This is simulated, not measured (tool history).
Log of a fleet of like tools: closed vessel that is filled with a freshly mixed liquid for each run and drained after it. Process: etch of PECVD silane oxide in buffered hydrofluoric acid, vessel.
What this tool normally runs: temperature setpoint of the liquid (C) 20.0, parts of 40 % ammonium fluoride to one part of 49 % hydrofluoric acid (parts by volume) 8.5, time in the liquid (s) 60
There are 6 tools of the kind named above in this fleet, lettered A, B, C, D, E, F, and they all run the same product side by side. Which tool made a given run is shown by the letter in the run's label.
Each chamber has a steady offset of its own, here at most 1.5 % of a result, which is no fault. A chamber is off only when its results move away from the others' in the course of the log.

run	hour	temperature setpoint of the liquid (C)	parts of 40 % ammonium fluoride to one part of 49 % hydrofluoric acid (parts by volume)	time in the liquid (s)	hours since the thermometer was replaced	hours since the hydrofluoric acid flow meter was replaced	read-back film thickness of the PECVD silane oxide reference wafer, read on the same gauge (nm)	thickness taken off the PECVD silane oxide on a monitor wafer (angstrom)
1F	5.0	20.0	8.5	60	355.1	148.5	40.010	1996.0
2D	10.3	20.0	8.5	60	496.5	206.7	40.048	1998.8
3C	15.1	20.0	8.5	60	436.3	233.8	39.975	2005.6
4E	18.8	20.0	8.5	60	24.5	1257.5	40.031	1982.9
5B	23.5	20.0	8.5	60	1530.6	893.5	39.970	1967.2
6A	28.6	20.0	8.5	60	53.6	595.7	39.969	1994.7
7B	33.5	20.0	8.5	60	1540.6	903.5	40.003	1982.0
8F	38.3	20.0	8.5	60	388.4	181.8	39.961	1977.1
9E	43.8	17.0	8.5	60	49.5	1282.5	39.982	1654.3
10C	48.1	17.0	8.5	60	469.3	266.8	39.990	1672.8
11D	52.9	17.0	8.5	60	539.1	249.3	39.990	1680.9
12A	57.5	17.0	8.5	60	82.5	624.6	40.015	1657.4
13A	61.3	17.0	8.5	60	86.3	628.4	40.007	1663.7
14F	66.0	17.0	8.5	60	416.1	209.5	40.006	1663.3
15C	70.5	22.0	10.5	60	491.7	289.2	39.969	1887.5
16D	74.3	22.0	10.5	60	560.5	270.7	40.004	1906.5
17B	77.7	22.0	10.5	60	1584.8	947.7	40.009	1919.2
18E	81.0	22.0	10.5	60	86.7	1319.7	40.008	1889.6
19E	83.8	22.0	10.5	60	89.5	1322.5	39.957	1853.7
20A	86.4	22.0	10.5	60	111.4	653.5	40.009	1830.0
21F	90.2	20.0	8.5	60	440.3	233.7	39.979	1957.6
22B	95.5	22.5	8.5	40	1602.6	965.5	40.008	1569.3
23C	100.1	22.5	8.5	40	521.3	318.8	40.013	1546.2
24D	102.9	22.5	8.5	40	589.1	299.3	40.011	1555.3
25E	107.0	22.5	8.5	40	112.7	1345.7	40.007	1515.7
26B	109.7	22.5	8.5	40	1616.8	979.7	39.983	1570.6
27A	113.1	22.5	8.5	40	138.1	680.2	39.976	1520.7
28F	117.5	20.0	8.5	60	467.6	261.0	39.997	1994.7
29C	122.7	20.0	8.5	60	543.9	341.4	40.011	2000.2
30D	127.8	20.0	8.5	60	614.0	324.2	40.028	2002.1
31E	132.3	20.0	8.5	60	138.0	1371.0	40.030	1989.6
32D	136.3	20.0	8.5	60	622.5	332.7	40.000	2014.8
33C	138.9	20.0	8.5	60	560.1	357.6	39.989	1974.4
34F	144.3	20.0	6.5	75	494.4	287.8	39.995	3278.9
35B	147.5	20.0	6.5	75	1654.6	1017.5	39.978	3415.9
36A	153.1	20.0	6.5	75	178.1	720.2	39.996	3246.2
37E	155.7	20.0	6.5	75	161.4	1394.4	39.990	3285.1
38A	159.1	20.0	6.5	75	184.1	726.2	39.992	3264.2
39C	161.9	20.0	6.5	75	583.1	380.6	39.955	3256.6
40D	165.8	20.0	8.5	60	652.0	362.2	39.990	2042.5
# hour 169.8: chamber B: thermometer replaced
41B	170.4	20.0	8.5	60	0.7	1040.4	39.968	2108.7

Is one chamber off against the others, does the gauge drift, or is nothing wrong? If a chamber is off, say which, and what the likeliest cause is.

One chamber, B, drifts off from the rest bit by bit.
Cause: hydrofluoric acid flow above the setpoint (%) = 5.2.

Below are 4 candidate recipes for chamber B's next run, each the usual settings with a change, their results shown as question marks. Which of them brings B's results back in line with what the other chambers give on the usual settings?
Maximum distance from the other chambers' mean on the usual settings for a result to count as in line: thickness taken off the PECVD silane oxide on a monitor wafer (angstrom) 54.0
42B-1	174.6	19.0	8.5	60				?
42B-2	174.6	21.0	8.5	60				?
42B-3	174.6	19.5	9.0	60				?
42B-4	174.6	20.5	8.0	60				?

On the usual settings, the other chambers give on average: thickness taken off the PECVD silane oxide on a monitor wafer (angstrom) 1989.1
run	thickness taken off the PECVD silane oxide on a monitor wafer (angstrom)
42B-1	1974.7
42B-2	2212.2
42B-3	1908.5
42B-4	2296.7
With 42B-1, the chamber falls back in line with the rest.
